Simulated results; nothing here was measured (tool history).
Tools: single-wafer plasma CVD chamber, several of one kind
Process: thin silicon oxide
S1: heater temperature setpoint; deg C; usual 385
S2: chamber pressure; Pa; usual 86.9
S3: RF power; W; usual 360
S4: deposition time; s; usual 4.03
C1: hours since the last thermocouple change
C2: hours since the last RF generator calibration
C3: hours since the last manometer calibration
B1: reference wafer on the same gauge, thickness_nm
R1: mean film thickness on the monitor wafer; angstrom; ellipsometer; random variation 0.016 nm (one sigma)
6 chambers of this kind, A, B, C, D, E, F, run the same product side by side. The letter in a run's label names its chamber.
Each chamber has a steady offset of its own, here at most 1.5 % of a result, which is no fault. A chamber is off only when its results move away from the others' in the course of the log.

run,hour,S1,S2,S3,S4,C1,C2,C3,B1,R1
1A,3.9,385,86.9,360,4.03,778.9,178.3,854.1,6.7506,65.027
2F,8.7,385,86.9,360,4.03,2253.5,16.6,1619.2,6.7471,65.461
3E,13.1,385,86.9,360,4.03,583.1,798.2,1657.8,6.7501,65.933
4D,16.6,385,86.9,360,4.03,242.4,1569,1459.3,6.7471,65.416
5B,24.6,385,86.9,360,4.03,1166.6,1036.8,2348.6,6.7475,66.101
6C,29.2,385,86.9,360,4.03,156.9,2477,559.4,6.751,65.081
7C,33.5,385,86.9,360,4.03,161.2,2481.3,563.7,6.7504,64.807
8B,39.2,385,86.9,360,4.03,1181.2,1051.4,2363.2,6.749,66.181
9D,42.8,385,86.9,360,4.03,268.6,1595.2,1485.5,6.7481,65.053
10A,46.8,385,86.9,360,4.03,821.8,221.2,897,6.7529,64.876
11F,52,385,86.9,360,4.03,2296.8,59.9,1662.5,6.7533,65.667
# hour 55.2: chamber C: RF generator calibrated
12E,60,385,86.9,360,4.03,630,845.1,1704.7,6.7456,65.68
13B,68,385,86.9,360,4.03,1210,1080.2,2392,6.7522,66.054
14E,75,385,86.9,360,4.03,645,860.1,1719.7,6.749,65.913
15F,80.2,385,86.9,360,4.03,2325,88.1,1690.7,6.7536,65.904
16A,87.6,385,86.9,360,4.03,862.6,262,937.8,6.7502,64.805
17D,91.9,385,86.9,360,4.03,317.7,1644.3,1534.6,6.747,65.082
18C,99.4,385,86.9,360,4.03,227.1,44.3,629.6,6.7515,64.737
19E,105.4,385,86.9,360,4.03,675.4,890.5,1750.1,6.7523,65.855
20D,109.1,385,86.9,360,4.03,334.9,1661.5,1551.8,6.7464,64.989
21B,116.6,385,86.9,360,4.03,1258.6,1128.8,2440.6,6.7516,66.325
22C,122,385,86.9,360,4.03,249.7,66.9,652.2,6.7512,64.944
23A,126,385,86.9,360,4.03,901,300.4,976.2,6.7465,64.854
24F,133.6,385,86.9,360,4.03,2378.4,141.5,1744.1,6.7483,66.117
# hour 134.1: chamber B: capacitance manometer re-zeroed and calibrated
25E,137.9,385,86.9,360,4.03,707.9,923,1782.6,6.7504,66.043
26F,143.1,385,86.9,360,3.37,2387.9,151,1753.6,6.7507,55.161
27C,149.4,385,86.9,360,3.37,277.1,94.3,679.6,6.7522,54.268
28D,153.2,385,86.9,360,3.37,379,1705.6,1595.9,6.7498,54.415
29A,156.7,385,86.9,360,3.37,931.7,331.1,1006.9,6.7494,54.422
30B,164.5,385,86.9,360,3.37,1306.5,1176.7,30.4,6.7514,57.236
31C,169.9,385,86.9,360,3.37,297.6,114.8,700.1,6.7521,54.199
32B,177.9,385,86.9,360,4.03,1319.9,1190.1,43.8,6.7524,68.197
33D,184.8,385,86.9,360,4.03,410.6,1737.2,1627.5,6.7521,65.201
34A,192.3,385,86.9,360,4.03,967.3,366.7,1042.5,6.7499,65.176
35E,196.6,385,86.9,290,4.03,766.6,981.7,1841.3,6.7497,60.326
36F,201.9,385,86.9,290,4.03,2446.7,209.8,1812.4,6.7533,60.146
37B,208.2,385,86.9,290,4.03,1350.2,1220.4,74.1,6.7481,62.741
38D,213.1,385,86.9,290,4.03,438.9,1765.5,1655.8,6.7508,59.746
39F,217.7,385,86.9,290,4.03,2462.5,225.6,1828.2,6.7542,60.389
40E,223.1,385,86.9,290,4.03,793.1,1008.2,1867.8,6.7545,60.679
41A,228.9,385,86.9,360,4.03,1003.9,403.3,1079.1,6.7534,65.118
42C,233.7,385,86.9,360,4.03,361.4,178.6,763.9,6.7446,64.856

What goes on in this fleet: one chamber off, a drifting gauge, or nothing beyond the chambers' own small offsets? Name the chamber and the cause, if any.

A service left chamber B off against the others.
Cause: true pressure above the setpoint (%) = 2.75.

Here are 4 candidates for chamber B's next run, each the usual settings with a change, their results left as question marks. Which one brings its results back in line with what the others give on the usual settings?
In line means no further than this from the other chambers' mean on the usual settings: R1 0.56 angstrom
43B-1,239.5,385,90.1,365,4.03,,,,,?
43B-2,239.5,385,86.9,360,4.07,,,,,?
43B-3,239.5,385,84.8,360,3.97,,,,,?
43B-4,239.5,404,86.9,360,4.03,,,,,?

The other chambers' mean on the usual settings: R1 65.34 angstrom
run,R1
43B-1,70.93
43B-2,68.634
43B-3,65.194
43B-4,67.118
43B-3 brings the chamber back in line.
